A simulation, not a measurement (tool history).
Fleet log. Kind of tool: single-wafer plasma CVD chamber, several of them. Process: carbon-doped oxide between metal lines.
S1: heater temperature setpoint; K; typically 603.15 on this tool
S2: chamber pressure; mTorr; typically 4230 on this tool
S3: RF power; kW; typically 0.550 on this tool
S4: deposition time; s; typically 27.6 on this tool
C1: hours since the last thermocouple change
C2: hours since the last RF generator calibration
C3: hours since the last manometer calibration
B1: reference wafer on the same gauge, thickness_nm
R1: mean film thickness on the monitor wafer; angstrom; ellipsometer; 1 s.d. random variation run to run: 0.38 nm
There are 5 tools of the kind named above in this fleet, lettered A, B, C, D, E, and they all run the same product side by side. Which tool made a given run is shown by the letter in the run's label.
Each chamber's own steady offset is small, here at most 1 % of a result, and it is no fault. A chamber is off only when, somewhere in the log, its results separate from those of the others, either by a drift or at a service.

Run 1D, hour 8.7: usual settings; C1 1042.1; C2 699.9; C3 1138.5; B1 143.97. Result: R1 1556.0 angstrom.
Run 2B, hour 18.0: usual settings; C1 1917.5; C2 526.1; C3 2570.8; B1 143.99. Result: R1 1570.9 angstrom.
Run 3A, hour 32.4: usual settings; C1 689.7; C2 316.1; C3 1854.1; B1 144.07. Result: R1 1554.5 angstrom.
Run 4E, hour 41.7: usual settings; C1 84.0; C2 1968.3; C3 295.4; B1 143.98. Result: R1 1556.0 angstrom.
Run 5C, hour 53.6: usual settings; C1 1205.2; C2 1192.9; C3 774.5; B1 144.01. Result: R1 1546.4 angstrom.
Run 6C, hour 62.6: usual settings; C1 1214.2; C2 1201.9; C3 783.5; B1 143.93. Result: R1 1547.5 angstrom.
At hour 69.9: chamber D: thermocouple changed; heater temperature recalibrated.
Run 7A, hour 73.3: usual settings; C1 730.6; C2 357.0; C3 1895.0; B1 143.99. Result: R1 1553.9 angstrom.
Run 8D, hour 83.1: usual settings; C1 13.2; C2 774.3; C3 1212.9; B1 144.03. Result: R1 1564.5 angstrom.
Run 9E, hour 97.7: usual settings; C1 140.0; C2 2024.3; C3 351.4; B1 143.97. Result: R1 1557.7 angstrom.
Run 10B, hour 108.8: usual settings; C1 2008.3; C2 616.9; C3 2661.6; B1 144.04. Result: R1 1574.9 angstrom.
Run 11B, hour 116.5: usual settings; C1 2016.0; C2 624.6; C3 2669.3; B1 143.93. Result: R1 1565.1 angstrom.
Run 12D, hour 128.4: usual settings but S1 590.15 K, S2 3660 mTorr; C1 58.5; C2 819.6; C3 1258.2; B1 144.12. Result: R1 1606.5 angstrom.
At hour 133.3: chamber D: RF generator calibrated.
Run 13E, hour 140.4: usual settings but S1 590.15 K, S2 3660 mTorr; C1 182.7; C2 2067.0; C3 394.1; B1 144.00. Result: R1 1613.4 angstrom.
Run 14C, hour 151.5: usual settings but S1 590.15 K, S2 3660 mTorr; C1 1303.1; C2 1290.8; C3 872.4; B1 144.12. Result: R1 1600.1 angstrom.
Run 15A, hour 163.6: usual settings but S1 590.15 K, S2 3660 mTorr; C1 820.9; C2 447.3; C3 1985.3; B1 143.98. Result: R1 1600.7 angstrom.
Run 16E, hour 171.5: usual settings but S1 590.15 K, S2 3660 mTorr; C1 213.8; C2 2098.1; C3 425.2; B1 144.03. Result: R1 1613.0 angstrom.
Run 17D, hour 179.4: usual settings; C1 109.5; C2 46.2; C3 1309.2; B1 143.97. Result: R1 1554.9 angstrom.
At hour 186.8: chamber B: thermocouple changed; heater temperature recalibrated.
Run 18B, hour 187.3: usual settings; C1 0.5; C2 695.4; C3 2740.1; B1 143.97. Result: R1 1574.4 angstrom.
At hour 194.9: chamber E: RF generator calibrated.
Run 19A, hour 200.3: usual settings; C1 857.6; C2 484.0; C3 2022.0; B1 144.05. Result: R1 1541.1 angstrom.
At hour 208.8: chamber B: capacitance manometer re-zeroed and calibrated.
Run 20C, hour 212.0: usual settings; C1 1363.6; C2 1351.3; C3 932.9; B1 144.06. Result: R1 1547.0 angstrom.
Run 21E, hour 226.2: usual settings; C1 268.5; C2 31.4; C3 479.9; B1 143.85. Result: R1 1556.5 angstrom.
Run 22B, hour 238.2: usual settings; C1 51.4; C2 746.3; C3 29.5; B1 144.06. Result: R1 1577.9 angstrom.
Run 23C, hour 253.1: usual settings; C1 1404.7; C2 1392.4; C3 974.0; B1 144.00. Result: R1 1547.9 angstrom.
Run 24D, hour 264.9: usual settings; C1 195.0; C2 131.7; C3 1394.7; B1 144.07. Result: R1 1565.1 angstrom.
Run 25A, hour 279.6: usual settings; C1 936.9; C2 563.3; C3 2101.3; B1 143.95. Result: R1 1535.6 angstrom.
Run 26B, hour 294.9: usual settings; C1 108.1; C2 803.0; C3 86.2; B1 143.95. Result: R1 1578.1 angstrom.
At hour 297.2: chamber D: capacitance manometer re-zeroed and calibrated.
Run 27C, hour 302.5: usual settings; C1 1454.1; C2 1441.8; C3 1023.4; B1 144.01. Result: R1 1548.8 angstrom.
Run 28A, hour 313.8: usual settings; C1 971.1; C2 597.5; C3 2135.5; B1 144.07. Result: R1 1531.3 angstrom.
Run 29E, hour 325.4: usual settings but S3 0.485 kW, S4 22.3 s; C1 367.7; C2 130.6; C3 579.1; B1 144.10. Result: R1 1170.7 angstrom.
Run 30D, hour 337.9: usual settings but S3 0.485 kW, S4 22.3 s; C1 268.0; C2 204.7; C3 40.7; B1 143.95. Result: R1 1167.8 angstrom.
Run 31A, hour 347.4: usual settings but S3 0.485 kW, S4 22.3 s; C1 1004.7; C2 631.1; C3 2169.1; B1 143.99. Result: R1 1143.7 angstrom.
Run 32D, hour 362.4: usual settings but S3 0.485 kW, S4 22.3 s; C1 292.5; C2 229.2; C3 65.2; B1 144.02. Result: R1 1166.8 angstrom.
Run 33E, hour 376.7: usual settings but S3 0.485 kW, S4 22.3 s; C1 419.0; C2 181.9; C3 630.4; B1 143.95. Result: R1 1172.3 angstrom.
Run 34B, hour 389.9: usual settings; C1 203.1; C2 898.0; C3 181.2; B1 144.02. Result: R1 1570.2 angstrom.
Run 35C, hour 400.5: usual settings; C1 1552.1; C2 1539.8; C3 1121.4; B1 143.94. Result: R1 1545.6 angstrom.
Run 36D, hour 413.0: usual settings but S2 3850 mTorr; C1 343.1; C2 279.8; C3 115.8; B1 143.99. Result: R1 1535.0 angstrom.
Run 37B, hour 425.7: usual settings but S2 3850 mTorr; C1 238.9; C2 933.8; C3 217.0; B1 143.98. Result: R1 1551.5 angstrom.
Run 38C, hour 435.1: usual settings but S2 3850 mTorr; C1 1586.7; C2 1574.4; C3 1156.0; B1 143.99. Result: R1 1527.0 angstrom.
Run 39E, hour 444.8: usual settings but S2 3850 mTorr; C1 487.1; C2 250.0; C3 698.5; B1 143.99. Result: R1 1532.7 angstrom.
Run 40A, hour 453.5: usual settings but S2 3850 mTorr; C1 1110.8; C2 737.2; C3 2275.2; B1 143.94. Result: R1 1498.8 angstrom.
Run 41B, hour 460.6: usual settings; C1 273.8; C2 968.7; C3 251.9; B1 144.03. Result: R1 1572.3 angstrom.

Decide between three cases: one chamber stands off from its peers, the gauge reading all wafers drifts, or nothing is wrong past each chamber's small offset. Where a chamber is off, say which and what most likely put it there.

One chamber, A, drifts off from the rest bit by bit.
Cause: delivered RF power below the setpoint (%) = 4.19.

Which of the 4 candidates below, each the usual settings with something changed and its results left as question marks, puts chamber A back in line with what the other chambers give on the usual settings?
In line here means within this much of the mean the other chambers give on the usual settings: R1 13.0 angstrom
Run 42A-1, hour 472.1: usual settings but S1 604.15 K, S2 4190 mTorr, S3 0.535 kW, S4 26.5 s. Result: R1 ?.
Run 42A-2, hour 472.1: usual settings but S1 602.15 K, S2 4260 mTorr, S4 28.4 s. Result: R1 ?.
Run 42A-3, hour 472.1: usual settings but S1 602.15 K, S3 0.565 kW, S4 28.7 s. Result: R1 ?.
Run 42A-4, hour 472.1: usual settings but S1 604.15 K, S2 4180 mTorr, S3 0.530 kW. Result: R1 ?.

Average result of the remaining chambers running the usual settings: R1 1561.0 angstrom
  run      R1
42A-1  1419.8
42A-2  1561.1
42A-3  1603.2
42A-4  1468.5
It is 42A-2 that realigns the chamber with its peers.
